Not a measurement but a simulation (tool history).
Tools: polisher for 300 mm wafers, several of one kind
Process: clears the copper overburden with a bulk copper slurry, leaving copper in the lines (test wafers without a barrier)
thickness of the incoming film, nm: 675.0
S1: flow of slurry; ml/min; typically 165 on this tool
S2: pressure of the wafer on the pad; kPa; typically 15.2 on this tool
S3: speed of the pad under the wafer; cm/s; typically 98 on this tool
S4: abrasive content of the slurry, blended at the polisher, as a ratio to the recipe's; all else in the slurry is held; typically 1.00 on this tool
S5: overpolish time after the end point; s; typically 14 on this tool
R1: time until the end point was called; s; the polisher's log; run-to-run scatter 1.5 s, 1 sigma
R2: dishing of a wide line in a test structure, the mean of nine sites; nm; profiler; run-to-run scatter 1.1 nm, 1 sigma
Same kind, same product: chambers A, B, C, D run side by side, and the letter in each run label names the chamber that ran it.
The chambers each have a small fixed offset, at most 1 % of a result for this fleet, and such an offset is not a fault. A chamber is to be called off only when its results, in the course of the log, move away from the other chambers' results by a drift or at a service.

run   hour   S1    S2  S3    S4  S5       R1      R2
 1B    7.6  165  15.2  98  1.00  14  113.410  52.571
 2A   23.0  165  15.2  98  1.00  14  112.360  54.642
      23.9  -- chamber C: worn pad replaced by a new one
 3D   35.9  165  15.2  98  1.00  14  114.750  51.960
 4C   50.6  165  15.2  98  1.00  14  111.330  51.717
      55.5  -- chamber A: worn pad replaced by a new one
      58.5  -- chamber B: worn pad replaced by a new one
 5B   58.9  165  15.2  98  1.00  14  113.490  52.586
 6C   67.6  165  15.2  98  1.00  14  112.130  52.806
      76.4  -- chamber B: slurry blender recalibrated
 7A   82.7  165  15.2  98  1.00  14  113.720  55.432
 8D   91.5  165  15.2  98  1.00  14  112.450  52.852
 9A  104.4  165  15.2  98  1.00  14  113.230  52.773
10B  115.9  165  15.2  98  1.00  14  113.820  52.130
     119.6  -- chamber C: slurry blender recalibrated
11C  125.2  165  15.2  98  1.00  14  112.890  53.674
     127.7  -- chamber D: slurry nozzle cleaned
12D  140.4  165  15.2  98  1.00  14  115.110  52.965
     150.4  -- chamber A: worn pad replaced by a new one
13D  151.0  165  20.0  98  1.00  14   87.181  66.233
     161.1  -- chamber A: slurry blender recalibrated
     162.3  -- chamber D: slurry blender recalibrated
14C  164.7  165  20.0  98  1.00  14   83.646  67.198
     175.8  -- chamber B: worn pad replaced by a new one
15B  176.1  165  20.0  98  1.00  14   86.005  66.058
16A  187.9  165  20.0  98  1.00  14   85.316  64.068
     191.8  -- chamber B: slurry blender recalibrated
17C  204.1  165  15.2  98  1.00  14  112.890  51.933
     208.4  -- chamber D: head pressure recalibrated
18D  215.7  165  15.2  98  1.00  14  113.980  53.228
     218.4  -- chamber A: slurry nozzle cleaned
     219.0  -- chamber C: worn pad replaced by a new one
19A  225.4  165  15.2  98  1.00  14  114.670  53.175
20B  240.7  165  15.2  98  1.00  14  113.540  52.635
21D  248.7  165  15.2  98  1.00  14  111.650  52.195
     251.1  -- chamber D: worn pad replaced by a new one
22B  258.6  165  15.2  98  1.00  14  113.800  52.521
23A  267.2  165  15.2  98  1.00  14  114.370  52.851
     271.3  -- chamber A: worn pad replaced by a new one
24C  280.2  135  13.8  98  1.00  14  128.290  47.826
25C  289.4  135  13.8  98  1.00  14  133.080  46.871
     290.6  -- chamber B: worn pad replaced by a new one
26A  305.0  135  13.8  98  1.00  14  130.500  49.002
     305.8  -- chamber B: slurry nozzle cleaned
     305.8  -- chamber A: head pressure recalibrated
     314.8  -- chamber B: slurry blender recalibrated
27B  315.1  135  13.8  98  1.00  14  127.640  45.997
28D  325.3  165  15.2  98  1.00  14  111.760  52.699
29A  339.2  165  15.2  98  1.00  14  111.950  54.868
     343.7  -- chamber A: slurry blender recalibrated
30D  352.4  165  15.2  98  1.00  14  115.430  52.198
31C  359.8  165  15.2  98  1.00  14  116.130  52.684
32B  371.4  165  15.2  98  1.00  14  113.180  53.310
33B  380.5  165  15.2  98  1.00  14  114.590  51.382
     386.9  -- chamber A: worn pad replaced by a new one
34D  390.9  165  15.2  98  1.00  14  112.720  51.287
35A  405.8  165  15.2  98  1.10  10  107.430  40.183
     411.6  -- chamber C: worn pad replaced by a new one
     417.9  -- chamber B: worn pad replaced by a new one
36C  420.4  165  15.2  98  1.10  10  115.350  39.183
     424.5  -- chamber A: slurry nozzle cleaned
     430.0  -- chamber B: slurry blender recalibrated
37A  430.1  165  15.2  98  1.10  10  108.770  41.036
38C  441.7  165  15.2  98  1.10  10  114.580  40.893
39D  455.0  165  15.2  98  1.00  14  114.600  52.856
40B  466.3  165  15.2  98  1.00  14  111.790  54.769
41D  475.4  165  15.2  98  0.85  14  118.220  50.865
42C  489.6  165  15.2  98  0.85  14  125.050  49.544
     496.4  -- chamber A: worn pad replaced by a new one
43A  505.6  165  15.2  98  0.85  14  115.000  53.590
44B  520.8  165  15.2  98  0.85  14  116.160  51.667

Predict what each chamber gives when all 4 of them run the settings below next.
45A  532.8  165  15.2  98  1.00  14   ?   ?
45B  532.8  165  15.2  98  1.00  14   ?   ?
45C  532.8  165  15.2  98  1.00  14   ?   ?
45D  532.8  165  15.2  98  1.00  14   ?   ?

run       R1      R2
45A  113.150  54.183
45B  116.840  52.092
45C  119.760  49.130
45D  117.020  54.502
